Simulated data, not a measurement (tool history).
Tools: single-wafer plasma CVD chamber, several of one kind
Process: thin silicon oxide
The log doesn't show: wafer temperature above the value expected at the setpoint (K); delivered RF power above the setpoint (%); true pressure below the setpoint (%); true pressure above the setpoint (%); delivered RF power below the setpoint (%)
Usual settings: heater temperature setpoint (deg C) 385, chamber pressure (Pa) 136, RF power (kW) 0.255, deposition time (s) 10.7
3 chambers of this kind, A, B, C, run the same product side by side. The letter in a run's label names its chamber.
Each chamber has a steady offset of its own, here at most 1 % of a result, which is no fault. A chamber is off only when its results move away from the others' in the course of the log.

run,hour,heater temperature setpoint (deg C),chamber pressure (Pa),RF power (kW),deposition time (s),hours since the last thermocouple change,hours since the last RF generator calibration,hours since the last manometer calibration,"read-back reference wafer on the same gauge, thickness_nm",mean film thickness on the monitor wafer (Å)
1A,13.0,385,136,0.255,10.7,1032.5,893.6,35.6,19.495,226.98
2B,23.4,385,136,0.255,10.7,1863.6,566.5,2023.2,19.503,227.82
3C,33.0,385,136,0.255,10.7,550.9,422.6,1414.1,19.513,225.31
4A,47.6,385,136,0.255,10.7,1067.1,928.2,70.2,19.524,226.69
5C,58.7,385,136,0.255,10.7,576.6,448.3,1439.8,19.527,226.15
6B,69.5,385,136,0.255,10.7,1909.7,612.6,2069.3,19.521,228.07
7A,77.3,385,136,0.255,10.7,1096.8,957.9,99.9,19.531,226.92
8C,87.7,385,136,0.255,10.7,605.6,477.3,1468.8,19.538,226.76
9B,96.1,385,136,0.255,10.7,1936.3,639.2,2095.9,19.540,228.36
10B,109.7,385,136,0.255,10.7,1949.9,652.8,2109.5,19.547,228.49
11A,119.9,385,136,0.255,10.7,1139.4,1000.5,142.5,19.553,227.12
12C,129.2,385,136,0.255,10.7,647.1,518.8,1510.3,19.551,226.40
13A,143.0,385,136,0.255,10.7,1162.5,1023.6,165.6,19.551,227.53
# hour 144.0: chamber C: capacitance manometer re-zeroed and calibrated
14B,152.2,385,136,0.255,10.7,1992.4,695.3,2152.0,19.559,228.08
15C,161.6,385,136,0.255,10.7,679.5,551.2,17.6,19.554,225.76
16A,172.5,385,136,0.255,10.7,1192.0,1053.1,195.1,19.560,227.55
17C,185.4,385,136,0.255,10.7,703.3,575.0,41.4,19.570,226.59
18B,197.0,385,136,0.255,10.7,2037.2,740.1,2196.8,19.574,229.61
# hour 197.8: chamber B: capacitance manometer re-zeroed and calibrated
19C,209.7,385,136,0.255,10.7,727.6,599.3,65.7,19.579,226.61
20A,221.3,385,136,0.255,10.7,1240.8,1101.9,243.9,19.578,227.37
21B,232.0,385,136,0.255,10.7,2072.2,775.1,34.3,19.592,228.55
22C,238.4,385,136,0.255,10.7,756.3,628.0,94.4,19.577,226.80
23B,252.1,385,168,0.255,11.5,2092.3,795.2,54.4,19.602,280.14
24A,259.1,385,168,0.255,11.5,1278.6,1139.7,281.7,19.593,277.65
25C,269.6,385,168,0.255,11.5,787.5,659.2,125.6,19.594,277.30
26B,280.6,385,136,0.255,10.7,2120.8,823.7,82.9,19.608,229.02
27A,293.1,385,136,0.255,10.7,1312.6,1173.7,315.7,19.611,228.01
28A,303.6,385,136,0.255,10.7,1323.1,1184.2,326.2,19.610,227.90
29C,318.3,385,136,0.255,10.7,836.2,707.9,174.3,19.624,226.70
30B,329.5,385,136,0.255,10.7,2169.7,872.6,131.8,19.629,229.61
31B,342.8,385,136,0.255,10.7,2183.0,885.9,145.1,19.626,229.39
32A,355.3,385,136,0.255,10.7,1374.8,1235.9,377.9,19.637,228.73
33C,362.2,385,136,0.235,10.7,880.1,751.8,218.2,19.632,218.55

Next, every chamber runs the same settings. What will each give?
34A,372.8,385,136,0.255,12.4,,,,,?
34B,372.8,385,136,0.255,12.4,,,,,?
34C,372.8,385,136,0.255,12.4,,,,,?

run,mean film thickness on the monitor wafer (Å)
34A,265.42
34B,266.16
34C,263.67

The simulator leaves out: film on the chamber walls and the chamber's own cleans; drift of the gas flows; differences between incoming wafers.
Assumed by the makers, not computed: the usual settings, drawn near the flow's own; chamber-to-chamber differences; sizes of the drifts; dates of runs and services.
